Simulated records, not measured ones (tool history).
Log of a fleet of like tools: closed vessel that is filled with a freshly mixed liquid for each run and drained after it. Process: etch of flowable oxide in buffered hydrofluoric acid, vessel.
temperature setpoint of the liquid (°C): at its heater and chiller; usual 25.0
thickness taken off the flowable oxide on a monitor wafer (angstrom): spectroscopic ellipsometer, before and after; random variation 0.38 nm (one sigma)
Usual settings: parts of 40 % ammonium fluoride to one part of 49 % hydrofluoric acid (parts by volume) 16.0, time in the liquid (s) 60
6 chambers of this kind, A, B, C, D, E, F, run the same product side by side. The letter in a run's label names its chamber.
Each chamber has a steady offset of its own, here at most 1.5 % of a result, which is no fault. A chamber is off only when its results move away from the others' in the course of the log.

| run | hour | temperature setpoint of the liquid (°C) | parts of 40 % ammonium fluoride to one part of 49 % hydrofluoric acid (parts by volume) | time in the liquid (s) | read-back film thickness of the flowable oxide reference wafer, read on the same gauge (nm) | thickness taken off the flowable oxide on a monitor wafer (angstrom) |
|---|---|---|---|---|---|---|
| 1F | 7.0 | 25.0 | 16.0 | 60 | 60.005 | 1050.10 |
| 2A | 13.4 | 25.0 | 16.0 | 60 | 60.004 | 1047.60 |
| 3E | 18.2 | 25.0 | 16.0 | 60 | 59.996 | 1047.60 |
| 4D | 25.7 | 25.0 | 16.0 | 60 | 60.009 | 1040.20 |
|  | 29.5 | chamber D: thermometer replaced |
| 5B | 31.1 | 25.0 | 16.0 | 60 | 59.986 | 1046.20 |
| 6C | 37.5 | 28.0 | 16.0 | 80 | 59.998 | 1653.20 |
| 7E | 42.6 | 28.0 | 16.0 | 80 | 60.016 | 1633.10 |
| 8D | 52.0 | 28.0 | 16.0 | 80 | 59.992 | 1632.70 |
| 9A | 59.1 | 28.0 | 16.0 | 80 | 60.026 | 1634.80 |
| 10F | 65.0 | 28.0 | 16.0 | 80 | 59.983 | 1653.20 |
| 11B | 71.5 | 28.0 | 16.0 | 80 | 59.982 | 1625.30 |
| 12C | 79.7 | 25.0 | 16.0 | 60 | 60.023 | 1053.20 |
| 13B | 87.2 | 25.0 | 16.0 | 60 | 60.007 | 1042.40 |
| 14F | 91.8 | 25.0 | 16.0 | 60 | 60.003 | 1056.70 |
| 15C | 96.7 | 25.0 | 14.0 | 70 | 60.002 | 1397.90 |
| 16A | 102.1 | 25.0 | 14.0 | 70 | 59.986 | 1394.70 |
| 17D | 106.6 | 25.0 | 14.0 | 70 | 60.018 | 1393.80 |
| 18E | 115.0 | 25.0 | 14.0 | 70 | 60.003 | 1387.00 |
| 19B | 122.3 | 25.0 | 14.0 | 70 | 60.010 | 1375.20 |
| 20E | 132.4 | 25.0 | 14.0 | 70 | 59.993 | 1390.70 |
| 21D | 140.8 | 25.0 | 16.0 | 60 | 60.021 | 1044.00 |
| 22C | 147.9 | 25.0 | 16.0 | 60 | 60.004 | 1051.90 |
| 23A | 155.0 | 25.0 | 16.0 | 60 | 60.007 | 1039.40 |
| 24F | 164.0 | 25.0 | 16.0 | 60 | 59.986 | 1053.80 |
| 25D | 173.2 | 25.0 | 21.0 | 60 | 60.015 | 803.07 |
| 26C | 180.4 | 25.0 | 21.0 | 60 | 60.007 | 816.53 |
| 27A | 185.7 | 25.0 | 21.0 | 60 | 60.006 | 811.82 |
| 28E | 195.1 | 25.0 | 21.0 | 60 | 59.990 | 819.65 |
| 29F | 202.2 | 25.0 | 21.0 | 60 | 60.001 | 819.93 |
| 30B | 209.0 | 25.0 | 21.0 | 60 | 59.998 | 815.67 |
| 31E | 215.8 | 25.0 | 16.0 | 60 | 59.985 | 1049.90 |
| 32B | 225.1 | 25.0 | 19.5 | 60 | 59.989 | 856.62 |
| 33F | 234.3 | 25.0 | 19.5 | 60 | 59.995 | 862.88 |
| 34A | 239.4 | 25.0 | 19.5 | 60 | 60.019 | 861.55 |
| 35D | 247.1 | 25.0 | 19.5 | 60 | 60.007 | 854.94 |
| 36C | 254.2 | 25.0 | 19.5 | 60 | 59.979 | 868.26 |
| 37F | 262.1 | 25.0 | 19.5 | 60 | 59.994 | 868.17 |
| 38A | 270.0 | 25.0 | 16.0 | 60 | 60.016 | 1039.70 |
| 39E | 276.9 | 22.5 | 10.5 | 60 | 60.006 | 1370.20 |
| 40D | 281.7 | 22.5 | 10.5 | 60 | 60.014 | 1386.40 |

Next, every chamber runs the same settings. What will each give?
| 41A | 289.0 | 25.0 | 16.0 | 60 |  | ? |
| 41B | 289.0 | 25.0 | 16.0 | 60 |  | ? |
| 41C | 289.0 | 25.0 | 16.0 | 60 |  | ? |
| 41D | 289.0 | 25.0 | 16.0 | 60 |  | ? |
| 41E | 289.0 | 25.0 | 16.0 | 60 |  | ? |
| 41F | 289.0 | 25.0 | 16.0 | 60 |  | ? |

| run | thickness taken off the flowable oxide on a monitor wafer (angstrom) |
|---|---|
| 41A | 1043.10 |
| 41B | 1035.30 |
| 41C | 1057.20 |
| 41D | 1040.80 |
| 41E | 1042.00 |
| 41F | 1054.10 |
